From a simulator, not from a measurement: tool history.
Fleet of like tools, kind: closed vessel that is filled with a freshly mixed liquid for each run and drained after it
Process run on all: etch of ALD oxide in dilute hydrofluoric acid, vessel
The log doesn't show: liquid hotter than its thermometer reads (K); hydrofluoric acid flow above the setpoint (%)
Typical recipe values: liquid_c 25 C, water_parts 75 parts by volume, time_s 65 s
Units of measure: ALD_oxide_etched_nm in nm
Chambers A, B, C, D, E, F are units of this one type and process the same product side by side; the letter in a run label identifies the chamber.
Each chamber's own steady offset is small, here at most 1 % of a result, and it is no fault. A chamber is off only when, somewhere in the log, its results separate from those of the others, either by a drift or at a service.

| run | day | liquid_c | water_parts | time_s | hours since the thermometer was replaced | hours since the hydrofluoric acid flow meter was replaced | read-back film thickness of the ALD oxide reference wafer, read on the same gauge (nm) | ALD_oxide_etched_nm |
|---|---|---|---|---|---|---|---|---|
| 1B | 0.279 | 25 | 75 | 65 | 1487.1 | 741 | 49.977 | 17.225 |
| 2F | 0.5 | 25 | 75 | 65 | 221 | 430.9 | 49.964 | 16.948 |
| 3E | 0.633 | 25 | 75 | 65 | 676.5 | 78.8 | 49.981 | 16.828 |
| 4A | 0.838 | 25 | 75 | 65 | 555.3 | 1628.7 | 50.001 | 17.074 |
| 5D | 1.104 | 25 | 75 | 65 | 924.8 | 571.4 | 50.008 | 17.059 |
| 6C | 1.342 | 25 | 75 | 65 | 156.8 | 904.3 | 49.997 | 17.091 |
| 7F | 1.475 | 25 | 75 | 65 | 244.4 | 454.3 | 50.007 | 17.153 |
| 8E | 1.625 | 25 | 75 | 65 | 700.3 | 102.6 | 49.995 | 17.226 |
| 9D | 1.758 | 25 | 75 | 65 | 940.5 | 587.1 | 50.013 | 17.139 |
| 10A | 1.921 | 25 | 75 | 65 | 581.3 | 1654.7 | 49.971 | 17.48 |
| 11C | 2.196 | 25 | 75 | 65 | 177.3 | 924.8 | 50.006 | 16.853 |
|  | 2.454 | chamber A: hydrofluoric acid flow meter replaced |
| 12B | 2.471 | 25 | 75 | 65 | 1539.7 | 793.6 | 50.006 | 17.095 |
| 13E | 2.608 | 25 | 75 | 65 | 723.9 | 126.2 | 50.005 | 16.604 |
| 14C | 2.888 | 25 | 75 | 65 | 193.9 | 941.4 | 49.99 | 16.992 |
| 15B | 3.183 | 25 | 75 | 65 | 1556.8 | 810.7 | 50.006 | 16.993 |
| 16F | 3.4 | 25 | 75 | 65 | 290.6 | 500.5 | 49.981 | 17.139 |
| 17D | 3.646 | 25 | 75 | 65 | 985.8 | 632.4 | 50.018 | 17.14 |
| 18A | 3.862 | 25 | 75 | 65 | 627.9 | 33.8 | 49.992 | 17.015 |
| 19F | 4.154 | 29 | 90 | 65 | 308.7 | 518.6 | 50.03 | 16.347 |
| 20B | 4.375 | 29 | 90 | 65 | 1585.4 | 839.3 | 49.988 | 16.671 |
| 21D | 4.6 | 29 | 90 | 65 | 1008.7 | 655.3 | 49.991 | 16.09 |
| 22E | 4.875 | 29 | 90 | 65 | 778.3 | 180.6 | 50.012 | 16.07 |
| 23A | 5.179 | 29 | 90 | 65 | 659.5 | 65.4 | 49.997 | 16.264 |
| 24C | 5.333 | 29 | 90 | 65 | 252.6 | 1000.1 | 50.005 | 16.204 |
| 25D | 5.571 | 25 | 75 | 65 | 1032 | 678.6 | 49.976 | 17.228 |
| 26B | 5.717 | 25 | 75 | 65 | 1617.6 | 871.5 | 49.995 | 17.182 |
| 27A | 5.975 | 25 | 75 | 65 | 678.6 | 84.5 | 49.996 | 17.071 |
| 28F | 6.129 | 25 | 95 | 90 | 356.1 | 566 | 49.993 | 18.169 |
| 29C | 6.292 | 25 | 95 | 90 | 275.6 | 1023.1 | 50.021 | 17.862 |
| 30E | 6.567 | 25 | 95 | 90 | 818.9 | 221.2 | 49.996 | 17.835 |
| 31A | 6.833 | 25 | 95 | 90 | 699.2 | 105.1 | 50.011 | 18.179 |
| 32B | 7.008 | 25 | 95 | 90 | 1648.6 | 902.5 | 50.01 | 18.413 |
| 33D | 7.25 | 25 | 95 | 90 | 1072.3 | 718.9 | 50.028 | 18.317 |
| 34E | 7.554 | 25 | 75 | 65 | 842.6 | 244.9 | 50 | 17.143 |
|  | 7.621 | chamber C: hydrofluoric acid flow meter replaced |
| 35C | 7.854 | 25 | 75 | 65 | 313.1 | 5.6 | 49.987 | 17.232 |
| 36F | 8.112 | 25 | 75 | 65 | 403.7 | 613.6 | 50.015 | 17.215 |
| 37A | 8.367 | 25 | 75 | 65 | 736 | 141.9 | 49.99 | 17.22 |
| 38D | 8.508 | 25 | 75 | 65 | 1102.5 | 749.1 | 50.031 | 17.176 |
| 39E | 8.75 | 25 | 50 | 30 | 871.3 | 273.6 | 50.02 | 12.215 |
| 40B | 9.012 | 25 | 50 | 30 | 1696.7 | 950.6 | 49.99 | 12.424 |
| 41C | 9.233 | 25 | 50 | 30 | 346.2 | 38.7 | 49.972 | 12.188 |

One chamber off, gauge drift, or nothing amiss beyond the chambers' own small offsets? If it is a chamber, which one, and what is the likeliest cause?

No chamber is off and the gauge is stable; the differences are just each chamber's small, constant offset.
